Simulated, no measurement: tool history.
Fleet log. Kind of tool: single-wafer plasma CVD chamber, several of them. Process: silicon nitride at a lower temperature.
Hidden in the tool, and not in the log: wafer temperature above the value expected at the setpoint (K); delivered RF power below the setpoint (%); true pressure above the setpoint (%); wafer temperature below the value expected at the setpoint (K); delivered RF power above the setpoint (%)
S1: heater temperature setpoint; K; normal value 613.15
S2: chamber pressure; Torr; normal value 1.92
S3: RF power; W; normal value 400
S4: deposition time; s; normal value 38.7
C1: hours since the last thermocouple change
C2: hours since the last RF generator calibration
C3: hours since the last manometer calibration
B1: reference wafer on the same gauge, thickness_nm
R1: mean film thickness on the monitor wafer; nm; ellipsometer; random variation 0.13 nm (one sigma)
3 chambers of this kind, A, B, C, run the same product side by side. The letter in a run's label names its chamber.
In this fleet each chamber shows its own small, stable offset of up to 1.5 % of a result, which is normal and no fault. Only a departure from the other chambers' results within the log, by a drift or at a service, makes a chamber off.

Run 1C, hour 8.7: usual settings; C1 972; C2 709.7; C3 410.2; B1 67.512. Result: R1 57.473 nm.
Run 2A, hour 17.4: usual settings; C1 294.8; C2 1430.2; C3 1050.3; B1 67.502. Result: R1 57.1 nm.
Run 3B, hour 23.1: usual settings; C1 706.6; C2 605.6; C3 781.3; B1 67.507. Result: R1 58.031 nm.
Run 4A, hour 30.7: usual settings; C1 308.1; C2 1443.5; C3 1063.6; B1 67.496. Result: R1 57.092 nm.
Run 5C, hour 38.7: usual settings but S4 45.2 s; C1 1002; C2 739.7; C3 440.2; B1 67.472. Result: R1 67.007 nm.
Run 6B, hour 45.8: usual settings but S4 45.2 s; C1 729.3; C2 628.3; C3 804; B1 67.46. Result: R1 67.956 nm.
Run 7C, hour 51.6: usual settings but S4 45.2 s; C1 1014.9; C2 752.6; C3 453.1; B1 67.482. Result: R1 66.9 nm.
Run 8A, hour 58.5: usual settings; C1 335.9; C2 1471.3; C3 1091.4; B1 67.479. Result: R1 56.968 nm.
Run 9B, hour 65.5: usual settings but S3 330 W; C1 749; C2 648; C3 823.7; B1 67.507. Result: R1 51.337 nm.
Run 10B, hour 73.9: usual settings but S3 330 W; C1 757.4; C2 656.4; C3 832.1; B1 67.521. Result: R1 51.185 nm.
Run 11A, hour 80.1: usual settings but S3 330 W; C1 357.5; C2 1492.9; C3 1113; B1 67.498. Result: R1 50.563 nm.
Run 12C, hour 85.3: usual settings; C1 1048.6; C2 786.3; C3 486.8; B1 67.51. Result: R1 57.368 nm.
Run 13B, hour 91.5: usual settings; C1 775; C2 674; C3 849.7; B1 67.515. Result: R1 57.994 nm.
Run 14C, hour 100: usual settings; C1 1063.3; C2 801; C3 501.5; B1 67.532. Result: R1 57.495 nm.
Run 15A, hour 108.8: usual settings; C1 386.2; C2 1521.6; C3 1141.7; B1 67.5. Result: R1 57.202 nm.
Run 16C, hour 113.2: usual settings; C1 1076.5; C2 814.2; C3 514.7; B1 67.501. Result: R1 57.394 nm.
Run 17A, hour 120.6: usual settings; C1 398; C2 1533.4; C3 1153.5; B1 67.474. Result: R1 57.149 nm.
Run 18B, hour 127: usual settings but S1 625.15 K; C1 810.5; C2 709.5; C3 885.2; B1 67.486. Result: R1 57.881 nm.
Run 19C, hour 133.4: usual settings but S1 625.15 K; C1 1096.7; C2 834.4; C3 534.9; B1 67.515. Result: R1 57.055 nm.
Run 20B, hour 141.1: usual settings but S1 625.15 K; C1 824.6; C2 723.6; C3 899.3; B1 67.518. Result: R1 57.891 nm.
Run 21A, hour 147.3: usual settings; C1 424.7; C2 1560.1; C3 1180.2; B1 67.48. Result: R1 57.091 nm.
Run 22A, hour 152.4: usual settings but S2 2.16 Torr; C1 429.8; C2 1565.2; C3 1185.3; B1 67.516. Result: R1 58.834 nm.
Run 23B, hour 160.5: usual settings but S2 2.16 Torr; C1 844; C2 743; C3 918.7; B1 67.511. Result: R1 59.981 nm.
Run 24C, hour 164.8: usual settings but S2 2.16 Torr; C1 1128.1; C2 865.8; C3 566.3; B1 67.505. Result: R1 59.211 nm.
Run 25B, hour 171.6: usual settings; C1 855.1; C2 754.1; C3 929.8; B1 67.511. Result: R1 57.954 nm.

Has any chamber moved away from the others, gradually or after a service, or does the common gauge drift, or do the chambers differ only by their own small steady offsets? State the chamber and the most likely cause if one applies.

Neither any chamber nor the gauge drifts; the chambers differ only by their own small, steady offsets.
